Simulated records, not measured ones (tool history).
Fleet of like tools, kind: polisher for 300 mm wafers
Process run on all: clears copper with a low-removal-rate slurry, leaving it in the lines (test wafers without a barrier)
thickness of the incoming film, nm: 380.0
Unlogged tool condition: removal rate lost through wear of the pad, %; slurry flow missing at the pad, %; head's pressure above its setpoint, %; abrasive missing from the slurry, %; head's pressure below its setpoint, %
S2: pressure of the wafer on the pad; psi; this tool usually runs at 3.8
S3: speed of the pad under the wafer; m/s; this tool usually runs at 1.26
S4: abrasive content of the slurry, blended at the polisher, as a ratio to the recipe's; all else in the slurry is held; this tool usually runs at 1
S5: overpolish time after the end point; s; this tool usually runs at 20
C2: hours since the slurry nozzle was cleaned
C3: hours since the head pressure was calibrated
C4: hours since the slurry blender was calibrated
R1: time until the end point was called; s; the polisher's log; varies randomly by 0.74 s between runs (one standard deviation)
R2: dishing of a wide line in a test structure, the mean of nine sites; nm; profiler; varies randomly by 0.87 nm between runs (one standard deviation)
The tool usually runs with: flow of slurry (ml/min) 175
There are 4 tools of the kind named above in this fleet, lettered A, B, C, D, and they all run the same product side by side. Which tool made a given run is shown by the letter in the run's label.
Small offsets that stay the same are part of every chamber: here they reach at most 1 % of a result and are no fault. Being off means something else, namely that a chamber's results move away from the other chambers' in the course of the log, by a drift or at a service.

{"hour": 3.1, "done": "chamber A: worn pad replaced by a new one"}
{"hour": 4.7, "done": "chamber B: slurry blender recalibrated"}
{"hour": 10.5, "done": "chamber A: head pressure recalibrated"}
{"run": "1B", "hour": 14.1, "flow of slurry (ml/min)": 175, "S2": 3.8, "S3": 1.26, "S4": 1, "S5": 20, "wafers polished on this pad": 770, "C2": 203.1, "C3": 342.2, "C4": 9.4, "R1": 88.101, "R2": 57.139}
{"run": "2D", "hour": 21.7, "flow of slurry (ml/min)": 175, "S2": 3.8, "S3": 1.26, "S4": 1, "S5": 20, "wafers polished on this pad": 307, "C2": 114.5, "C3": 270.7, "C4": 69.4, "R1": 86.748, "R2": 55.428}
{"run": "3A", "hour": 35.0, "flow of slurry (ml/min)": 175, "S2": 3.8, "S3": 1.26, "S4": 1, "S5": 20, "wafers polished on this pad": 199, "C2": 618.2, "C3": 24.5, "C4": 407.1, "R1": 86.487, "R2": 54.558}
{"hour": 35.4, "done": "chamber B: slurry nozzle cleaned"}
{"hour": 39.8, "done": "chamber A: slurry nozzle cleaned"}
{"run": "4C", "hour": 46.2, "flow of slurry (ml/min)": 175, "S2": 3.8, "S3": 1.26, "S4": 1, "S5": 20, "wafers polished on this pad": 468, "C2": 511.1, "C3": 127.8, "C4": 148.4, "R1": 86.377, "R2": 55.813}
{"run": "5D", "hour": 55.7, "flow of slurry (ml/min)": 175, "S2": 3.8, "S3": 1.26, "S4": 1, "S5": 20, "wafers polished on this pad": 519, "C2": 148.5, "C3": 304.7, "C4": 103.4, "R1": 87.551, "R2": 54.649}
{"run": "6B", "hour": 65.6, "flow of slurry (ml/min)": 120, "S2": 3.8, "S3": 1.26, "S4": 1, "S5": 20, "wafers polished on this pad": 1091, "C2": 30.3, "C3": 393.7, "C4": 60.9, "R1": 94.74, "R2": 53.74}
{"run": "7A", "hour": 74.0, "flow of slurry (ml/min)": 120, "S2": 3.8, "S3": 1.26, "S4": 1, "S5": 20, "wafers polished on this pad": 442, "C2": 34.3, "C3": 63.5, "C4": 446.1, "R1": 92.282, "R2": 53.796}
{"run": "8C", "hour": 80.8, "flow of slurry (ml/min)": 120, "S2": 3.8, "S3": 1.26, "S4": 1, "S5": 20, "wafers polished on this pad": 684, "C2": 545.7, "C3": 162.4, "C4": 183, "R1": 92.883, "R2": 51.501}
{"hour": 82.4, "done": "chamber B: worn pad replaced by a new one"}
{"run": "9B", "hour": 89.1, "flow of slurry (ml/min)": 120, "S2": 3.8, "S3": 1.26, "S4": 1, "S5": 20, "wafers polished on this pad": 42, "C2": 53.8, "C3": 417.2, "C4": 84.4, "R1": 93.158, "R2": 52.957}
{"hour": 92.4, "done": "chamber A: slurry blender recalibrated"}
{"run": "10C", "hour": 97.9, "flow of slurry (ml/min)": 175, "S2": 3.8, "S3": 1.26, "S4": 1, "S5": 20, "wafers polished on this pad": 791, "C2": 562.8, "C3": 179.5, "C4": 200.1, "R1": 87.967, "R2": 55.465}
{"run": "11A", "hour": 107.5, "flow of slurry (ml/min)": 175, "S2": 3.8, "S3": 1.26, "S4": 1, "S5": 20, "wafers polished on this pad": 651, "C2": 67.8, "C3": 97, "C4": 15.1, "R1": 86.196, "R2": 55.869}
{"run": "12D", "hour": 120.6, "flow of slurry (ml/min)": 175, "S2": 3.8, "S3": 1.26, "S4": 1, "S5": 20, "wafers polished on this pad": 923, "C2": 213.4, "C3": 369.6, "C4": 168.3, "R1": 86.669, "R2": 53.98}
{"hour": 131.7, "done": "chamber C: slurry nozzle cleaned"}
{"run": "13C", "hour": 134.4, "flow of slurry (ml/min)": 175, "S2": 3.8, "S3": 1.26, "S4": 1, "S5": 20, "wafers polished on this pad": 1018, "C2": 2.8, "C3": 216, "C4": 236.6, "R1": 87.978, "R2": 55.466}
{"run": "14A", "hour": 140.9, "flow of slurry (ml/min)": 175, "S2": 3.8, "S3": 1.26, "S4": 1, "S5": 20, "wafers polished on this pad": 859, "C2": 101.2, "C3": 130.4, "C4": 48.5, "R1": 86.08, "R2": 56.049}
{"run": "15B", "hour": 149.7, "flow of slurry (ml/min)": 175, "S2": 3.8, "S3": 1.26, "S4": 1, "S5": 20, "wafers polished on this pad": 420, "C2": 114.4, "C3": 477.8, "C4": 145, "R1": 86.069, "R2": 55.65}
{"run": "16D", "hour": 156.3, "flow of slurry (ml/min)": 175, "S2": 3.8, "S3": 1.26, "S4": 1.15, "S5": 14, "wafers polished on this pad": 1146, "C2": 249.1, "C3": 405.3, "C4": 204, "R1": 84.383, "R2": 42.959}
{"run": "17C", "hour": 169.7, "flow of slurry (ml/min)": 175, "S2": 3.8, "S3": 1.26, "S4": 1.15, "S5": 14, "wafers polished on this pad": 1238, "C2": 38.1, "C3": 251.3, "C4": 271.9, "R1": 84.421, "R2": 43.176}
{"hour": 170.4, "done": "chamber D: worn pad replaced by a new one"}
{"run": "18B", "hour": 181.2, "flow of slurry (ml/min)": 175, "S2": 3.8, "S3": 1.26, "S4": 1.15, "S5": 14, "wafers polished on this pad": 616, "C2": 145.9, "C3": 509.3, "C4": 176.5, "R1": 85.357, "R2": 41.113}
{"hour": 183.7, "done": "chamber C: slurry blender recalibrated"}
{"run": "19A", "hour": 194.8, "flow of slurry (ml/min)": 175, "S2": 3.8, "S3": 1.26, "S4": 1.15, "S5": 14, "wafers polished on this pad": 1195, "C2": 155.1, "C3": 184.3, "C4": 102.4, "R1": 83.648, "R2": 42.632}
{"hour": 205.0, "done": "chamber C: worn pad replaced by a new one"}
{"hour": 206.1, "done": "chamber B: slurry blender recalibrated"}
{"run": "20D", "hour": 206.4, "flow of slurry (ml/min)": 175, "S2": 3.8, "S3": 1.26, "S4": 1, "S5": 20, "wafers polished on this pad": 224, "C2": 299.2, "C3": 455.4, "C4": 254.1, "R1": 87.343, "R2": 54.765}
{"run": "21A", "hour": 215.3, "flow of slurry (ml/min)": 175, "S2": 3.8, "S3": 1.26, "S4": 1, "S5": 20, "wafers polished on this pad": 1322, "C2": 175.6, "C3": 204.8, "C4": 122.9, "R1": 85.709, "R2": 56.072}
{"run": "22C", "hour": 223.7, "flow of slurry (ml/min)": 175, "S2": 3.8, "S3": 1.26, "S4": 1, "S5": 20, "wafers polished on this pad": 116, "C2": 92.1, "C3": 305.3, "C4": 40.1, "R1": 87.293, "R2": 55.044}
{"hour": 224.3, "done": "chamber A: worn pad replaced by a new one"}
{"hour": 234.0, "done": "chamber B: slurry nozzle cleaned"}
{"run": "23D", "hour": 234.8, "flow of slurry (ml/min)": 175, "S2": 3.8, "S3": 1.26, "S4": 1, "S5": 20, "wafers polished on this pad": 401, "C2": 327.6, "C3": 483.8, "C4": 282.5, "R1": 86.694, "R2": 55.727}
{"run": "24B", "hour": 247.1, "flow of slurry (ml/min)": 175, "S2": 3.8, "S3": 1.26, "S4": 1, "S5": 20, "wafers polished on this pad": 1027, "C2": 13.1, "C3": 575.2, "C4": 41, "R1": 89.006, "R2": 54.721}
{"hour": 248.6, "done": "chamber B: worn pad replaced by a new one"}
{"run": "25D", "hour": 257.9, "flow of slurry (ml/min)": 175, "S2": 3.8, "S3": 1.26, "S4": 1, "S5": 20, "wafers polished on this pad": 545, "C2": 350.7, "C3": 506.9, "C4": 305.6, "R1": 87.168, "R2": 54.857}
{"hour": 261.2, "done": "chamber D: slurry blender recalibrated"}
{"run": "26B", "hour": 270.2, "flow of slurry (ml/min)": 175, "S2": 2.7, "S3": 1.26, "S4": 1.2, "S5": 20, "wafers polished on this pad": 135, "C2": 36.2, "C3": 598.3, "C4": 64.1, "R1": 116.7, "R2": 42.858}
{"run": "27C", "hour": 282.8, "flow of slurry (ml/min)": 175, "S2": 2.7, "S3": 1.26, "S4": 1.2, "S5": 20, "wafers polished on this pad": 485, "C2": 151.2, "C3": 364.4, "C4": 99.2, "R1": 118.13, "R2": 42.139}
{"run": "28A", "hour": 293.0, "flow of slurry (ml/min)": 175, "S2": 2.7, "S3": 1.26, "S4": 1.2, "S5": 20, "wafers polished on this pad": 428, "C2": 253.3, "C3": 282.5, "C4": 200.6, "R1": 117.97, "R2": 42.944}
{"run": "29B", "hour": 300.3, "flow of slurry (ml/min)": 175, "S2": 2.7, "S3": 1.26, "S4": 1.2, "S5": 20, "wafers polished on this pad": 322, "C2": 66.3, "C3": 628.4, "C4": 94.2, "R1": 117.75, "R2": 43.957}
{"run": "30A", "hour": 312.8, "flow of slurry (ml/min)": 175, "S2": 3.8, "S3": 1.26, "S4": 1, "S5": 20, "wafers polished on this pad": 551, "C2": 273.1, "C3": 302.3, "C4": 220.4, "R1": 86.509, "R2": 54.694}
{"run": "31D", "hour": 324.1, "flow of slurry (ml/min)": 175, "S2": 3.8, "S3": 1.26, "S4": 1, "S5": 20, "wafers polished on this pad": 958, "C2": 416.9, "C3": 573.1, "C4": 63, "R1": 85.907, "R2": 55.933}
{"run": "32C", "hour": 337.7, "flow of slurry (ml/min)": 175, "S2": 2.7, "S3": 1.26, "S4": 1, "S5": 10, "wafers polished on this pad": 827, "C2": 206.1, "C3": 419.3, "C4": 154.1, "R1": 120.98, "R2": 22.562}
{"run": "33B", "hour": 348.2, "flow of slurry (ml/min)": 175, "S2": 2.7, "S3": 1.26, "S4": 1, "S5": 10, "wafers polished on this pad": 621, "C2": 114.2, "C3": 676.3, "C4": 142.1, "R1": 122.11, "R2": 22.685}

For the next run the whole fleet of 4 chambers uses the same settings. Give each chamber's results:
{"run": "34A", "hour": 358.8, "flow of slurry (ml/min)": 175, "S2": 3.8, "S3": 1.26, "S4": 1, "S5": 30, "R1": "?", "R2": "?"}
{"run": "34B", "hour": 358.8, "flow of slurry (ml/min)": 175, "S2": 3.8, "S3": 1.26, "S4": 1, "S5": 30, "R1": "?", "R2": "?"}
{"run": "34C", "hour": 358.8, "flow of slurry (ml/min)": 175, "S2": 3.8, "S3": 1.26, "S4": 1, "S5": 30, "R1": "?", "R2": "?"}
{"run": "34D", "hour": 358.8, "flow of slurry (ml/min)": 175, "S2": 3.8, "S3": 1.26, "S4": 1, "S5": 30, "R1": "?", "R2": "?"}

run=34A R1=87.797 R2=76.922
run=34B R1=88.446 R2=73.792
run=34C R1=87.928 R2=73.425
run=34D R1=87.462 R2=72.863
